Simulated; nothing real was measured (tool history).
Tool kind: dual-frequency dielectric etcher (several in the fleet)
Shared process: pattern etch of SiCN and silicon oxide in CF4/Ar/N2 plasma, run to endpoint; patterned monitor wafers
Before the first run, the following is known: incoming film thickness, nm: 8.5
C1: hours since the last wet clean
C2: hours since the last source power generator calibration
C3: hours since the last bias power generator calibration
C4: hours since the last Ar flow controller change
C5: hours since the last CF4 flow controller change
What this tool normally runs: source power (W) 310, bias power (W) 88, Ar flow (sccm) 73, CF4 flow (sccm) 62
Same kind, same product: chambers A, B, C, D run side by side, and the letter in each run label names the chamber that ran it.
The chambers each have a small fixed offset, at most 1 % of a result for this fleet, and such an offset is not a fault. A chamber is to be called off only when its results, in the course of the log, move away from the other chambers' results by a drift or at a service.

{"run": "1B", "day": 0.221, "source power (W)": 310, "bias power (W)": 88, "Ar flow (sccm)": 73, "CF4 flow (sccm)": 62, "C1": 36.6, "C2": 2973.1, "C3": 364.5, "C4": 1325.1, "C5": 465.2, "endpoint time (s)": 12.471}
{"run": "2C", "day": 0.467, "source power (W)": 310, "bias power (W)": 88, "Ar flow (sccm)": 73, "CF4 flow (sccm)": 62, "C1": 219.3, "C2": 694.5, "C3": 976.4, "C4": 1003.7, "C5": 1274.7, "endpoint time (s)": 12.354}
{"run": "3D", "day": 0.917, "source power (W)": 310, "bias power (W)": 88, "Ar flow (sccm)": 73, "CF4 flow (sccm)": 62, "C1": 138.3, "C2": 1061.6, "C3": 327, "C4": 412, "C5": 2148.7, "endpoint time (s)": 12.39}
{"run": "4A", "day": 1.158, "source power (W)": 310, "bias power (W)": 88, "Ar flow (sccm)": 73, "CF4 flow (sccm)": 62, "C1": 312.8, "C2": 867.1, "C3": 2456.8, "C4": 2146.5, "C5": 3192.2, "endpoint time (s)": 12.499}
{"run": "5C", "day": 1.438, "source power (W)": 370, "bias power (W)": 88, "Ar flow (sccm)": 73, "CF4 flow (sccm)": 62, "C1": 242.6, "C2": 717.8, "C3": 999.7, "C4": 1027, "C5": 1298, "endpoint time (s)": 10.592}
{"run": "6D", "day": 1.646, "source power (W)": 370, "bias power (W)": 88, "Ar flow (sccm)": 73, "CF4 flow (sccm)": 62, "C1": 155.8, "C2": 1079.1, "C3": 344.5, "C4": 429.5, "C5": 2166.2, "endpoint time (s)": 10.741}
{"run": "7A", "day": 1.942, "source power (W)": 370, "bias power (W)": 88, "Ar flow (sccm)": 73, "CF4 flow (sccm)": 62, "C1": 331.6, "C2": 885.9, "C3": 2475.6, "C4": 2165.3, "C5": 3211, "endpoint time (s)": 10.751}
{"run": "8B", "day": 2.375, "source power (W)": 370, "bias power (W)": 88, "Ar flow (sccm)": 73, "CF4 flow (sccm)": 62, "C1": 88.3, "C2": 3024.8, "C3": 416.2, "C4": 1376.8, "C5": 516.9, "endpoint time (s)": 10.641}
{"run": "9C", "day": 2.642, "source power (W)": 310, "bias power (W)": 88, "Ar flow (sccm)": 73, "CF4 flow (sccm)": 62, "C1": 271.5, "C2": 746.7, "C3": 1028.6, "C4": 1055.9, "C5": 1326.9, "endpoint time (s)": 12.386}
{"run": "10B", "day": 2.842, "source power (W)": 310, "bias power (W)": 88, "Ar flow (sccm)": 73, "CF4 flow (sccm)": 62, "C1": 99.5, "C2": 3036, "C3": 427.4, "C4": 1388, "C5": 528.1, "endpoint time (s)": 12.48}
{"run": "11D", "day": 3.288, "source power (W)": 310, "bias power (W)": 88, "Ar flow (sccm)": 73, "CF4 flow (sccm)": 62, "C1": 195.2, "C2": 1118.5, "C3": 383.9, "C4": 468.9, "C5": 2205.6, "endpoint time (s)": 12.496}
{"run": "12A", "day": 3.546, "source power (W)": 310, "bias power (W)": 88, "Ar flow (sccm)": 73, "CF4 flow (sccm)": 62, "C1": 370.1, "C2": 924.4, "C3": 2514.1, "C4": 2203.8, "C5": 3249.5, "endpoint time (s)": 12.468}
{"run": "13A", "day": 3.808, "source power (W)": 310, "bias power (W)": 88, "Ar flow (sccm)": 73, "CF4 flow (sccm)": 62, "C1": 376.4, "C2": 930.7, "C3": 2520.4, "C4": 2210.1, "C5": 3255.8, "endpoint time (s)": 12.376}
{"run": "14D", "day": 4.162, "source power (W)": 310, "bias power (W)": 75, "Ar flow (sccm)": 73, "CF4 flow (sccm)": 62, "C1": 216.2, "C2": 1139.5, "C3": 404.9, "C4": 489.9, "C5": 2226.6, "endpoint time (s)": 13.173}
{"run": "15B", "day": 4.517, "source power (W)": 310, "bias power (W)": 75, "Ar flow (sccm)": 73, "CF4 flow (sccm)": 62, "C1": 139.7, "C2": 3076.2, "C3": 467.6, "C4": 1428.2, "C5": 568.3, "endpoint time (s)": 13.189}
{"run": "16C", "day": 4.771, "source power (W)": 310, "bias power (W)": 75, "Ar flow (sccm)": 73, "CF4 flow (sccm)": 62, "C1": 322.6, "C2": 797.8, "C3": 1079.7, "C4": 1107, "C5": 1378, "endpoint time (s)": 12.921}
{"run": "17A", "day": 5.088, "source power (W)": 310, "bias power (W)": 75, "Ar flow (sccm)": 73, "CF4 flow (sccm)": 62, "C1": 407.1, "C2": 961.4, "C3": 2551.1, "C4": 2240.8, "C5": 3286.5, "endpoint time (s)": 13.153}
{"run": "18B", "day": 5.288, "source power (W)": 310, "bias power (W)": 88, "Ar flow (sccm)": 73, "CF4 flow (sccm)": 62, "C1": 158.2, "C2": 3094.7, "C3": 486.1, "C4": 1446.7, "C5": 586.8, "endpoint time (s)": 12.444}
{"day": 5.683, "done": "chamber A: Ar flow controller replaced"}
{"run": "19D", "day": 5.717, "source power (W)": 310, "bias power (W)": 88, "Ar flow (sccm)": 73, "CF4 flow (sccm)": 62, "C1": 253.5, "C2": 1176.8, "C3": 442.2, "C4": 527.2, "C5": 2263.9, "endpoint time (s)": 12.457}
{"run": "20C", "day": 6.038, "source power (W)": 310, "bias power (W)": 88, "Ar flow (sccm)": 73, "CF4 flow (sccm)": 62, "C1": 353, "C2": 828.2, "C3": 1110.1, "C4": 1137.4, "C5": 1408.4, "endpoint time (s)": 12.366}
{"run": "21C", "day": 6.483, "source power (W)": 310, "bias power (W)": 88, "Ar flow (sccm)": 73, "CF4 flow (sccm)": 62, "C1": 363.7, "C2": 838.9, "C3": 1120.8, "C4": 1148.1, "C5": 1419.1, "endpoint time (s)": 12.277}
{"run": "22A", "day": 6.779, "source power (W)": 310, "bias power (W)": 80, "Ar flow (sccm)": 66, "CF4 flow (sccm)": 62, "C1": 447.7, "C2": 1002, "C3": 2591.7, "C4": 26.3, "C5": 3327.1, "endpoint time (s)": 12.588}
{"run": "23D", "day": 7.042, "source power (W)": 310, "bias power (W)": 80, "Ar flow (sccm)": 66, "CF4 flow (sccm)": 62, "C1": 285.3, "C2": 1208.6, "C3": 474, "C4": 559, "C5": 2295.7, "endpoint time (s)": 12.745}
{"run": "24B", "day": 7.467, "source power (W)": 310, "bias power (W)": 80, "Ar flow (sccm)": 66, "CF4 flow (sccm)": 62, "C1": 210.5, "C2": 3147, "C3": 538.4, "C4": 1499, "C5": 639.1, "endpoint time (s)": 12.773}
{"run": "25A", "day": 7.808, "source power (W)": 310, "bias power (W)": 80, "Ar flow (sccm)": 66, "CF4 flow (sccm)": 62, "C1": 472.4, "C2": 1026.7, "C3": 2616.4, "C4": 51, "C5": 3351.8, "endpoint time (s)": 12.477}
{"run": "26D", "day": 8.171, "source power (W)": 310, "bias power (W)": 88, "Ar flow (sccm)": 73, "CF4 flow (sccm)": 62, "C1": 312.4, "C2": 1235.7, "C3": 501.1, "C4": 586.1, "C5": 2322.8, "endpoint time (s)": 12.422}
{"run": "27C", "day": 8.562, "source power (W)": 310, "bias power (W)": 88, "Ar flow (sccm)": 73, "CF4 flow (sccm)": 62, "C1": 413.6, "C2": 888.8, "C3": 1170.7, "C4": 1198, "C5": 1469, "endpoint time (s)": 12.346}
{"run": "28B", "day": 8.867, "source power (W)": 310, "bias power (W)": 88, "Ar flow (sccm)": 73, "CF4 flow (sccm)": 62, "C1": 244.1, "C2": 3180.6, "C3": 572, "C4": 1532.6, "C5": 672.7, "endpoint time (s)": 12.54}
{"run": "29A", "day": 9.233, "source power (W)": 310, "bias power (W)": 88, "Ar flow (sccm)": 73, "CF4 flow (sccm)": 62, "C1": 506.6, "C2": 1060.9, "C3": 2650.6, "C4": 85.2, "C5": 3386, "endpoint time (s)": 12.129}
{"run": "30C", "day": 9.692, "source power (W)": 260, "bias power (W)": 88, "Ar flow (sccm)": 73, "CF4 flow (sccm)": 62, "C1": 440.7, "C2": 915.9, "C3": 1197.8, "C4": 1225.1, "C5": 1496.1, "endpoint time (s)": 14.497}
{"run": "31D", "day": 9.908, "source power (W)": 260, "bias power (W)": 88, "Ar flow (sccm)": 73, "CF4 flow (sccm)": 62, "C1": 354.1, "C2": 1277.4, "C3": 542.8, "C4": 627.8, "C5": 2364.5, "endpoint time (s)": 14.588}
{"run": "32B", "day": 10.117, "source power (W)": 260, "bias power (W)": 88, "Ar flow (sccm)": 73, "CF4 flow (sccm)": 62, "C1": 274.1, "C2": 3210.6, "C3": 602, "C4": 1562.6, "C5": 702.7, "endpoint time (s)": 14.647}
{"run": "33B", "day": 10.55, "source power (W)": 260, "bias power (W)": 88, "Ar flow (sccm)": 73, "CF4 flow (sccm)": 62, "C1": 284.5, "C2": 3221, "C3": 612.4, "C4": 1573, "C5": 713.1, "endpoint time (s)": 14.673}
{"run": "34C", "day": 10.825, "source power (W)": 310, "bias power (W)": 88, "Ar flow (sccm)": 73, "CF4 flow (sccm)": 62, "C1": 467.9, "C2": 943.1, "C3": 1225, "C4": 1252.3, "C5": 1523.3, "endpoint time (s)": 12.253}
{"run": "35D", "day": 11.171, "source power (W)": 310, "bias power (W)": 88, "Ar flow (sccm)": 73, "CF4 flow (sccm)": 62, "C1": 384.4, "C2": 1307.7, "C3": 573.1, "C4": 658.1, "C5": 2394.8, "endpoint time (s)": 12.479}
{"day": 11.362, "done": "chamber C: wet clean of the chamber"}
{"run": "36A", "day": 11.471, "source power (W)": 310, "bias power (W)": 88, "Ar flow (sccm)": 87, "CF4 flow (sccm)": 62, "C1": 560.3, "C2": 1114.6, "C3": 2704.3, "C4": 138.9, "C5": 3439.7, "endpoint time (s)": 12.336}
{"run": "37C", "day": 11.925, "source power (W)": 310, "bias power (W)": 88, "Ar flow (sccm)": 87, "CF4 flow (sccm)": 62, "C1": 13.6, "C2": 969.5, "C3": 1251.4, "C4": 1278.7, "C5": 1549.7, "endpoint time (s)": 12.645}
{"run": "38A", "day": 12.388, "source power (W)": 310, "bias power (W)": 88, "Ar flow (sccm)": 87, "CF4 flow (sccm)": 62, "C1": 582.3, "C2": 1136.6, "C3": 2726.3, "C4": 160.9, "C5": 3461.7, "endpoint time (s)": 12.223}

Is one chamber out of step, is the gauge drifting, or do the chambers differ by no more than their own small offsets? For an off chamber, give its letter and the likeliest cause.

Little by little, chamber A moves away from the other chambers.
What lies behind it: etch rate over this chamber's usual, % = 4.4.
It could be hard to tell apart here from: source power that arrives over what is set, %.

Below are 4 candidate recipes for chamber A's next run, each the usual settings with a change, their results shown as question marks. Which of them brings A's results back in line with what the other chambers give on the usual settings?
Allowed miss from the other chambers' usual-settings mean, per result, to count as in line: endpoint time (s) 0.17
{"run": "39A-1", "day": 12.717, "source power (W)": 310, "bias power (W)": 85, "Ar flow (sccm)": 74, "CF4 flow (sccm)": 61, "endpoint time (s)": "?"}
{"run": "39A-2", "day": 12.717, "source power (W)": 310, "bias power (W)": 88, "Ar flow (sccm)": 69, "CF4 flow (sccm)": 66, "endpoint time (s)": "?"}
{"run": "39A-3", "day": 12.717, "source power (W)": 300, "bias power (W)": 86, "Ar flow (sccm)": 73, "CF4 flow (sccm)": 62, "endpoint time (s)": "?"}
{"run": "39A-4", "day": 12.717, "source power (W)": 320, "bias power (W)": 90, "Ar flow (sccm)": 73, "CF4 flow (sccm)": 62, "endpoint time (s)": "?"}

The mean the other chambers reach with the usual settings: endpoint time (s) 12.452
run=39A-1 endpoint_time_(s)=12.118
run=39A-2 endpoint_time_(s)=11.752
run=39A-3 endpoint_time_(s)=12.368
run=39A-4 endpoint_time_(s)=11.51
It is 39A-3 that realigns the chamber with its peers.
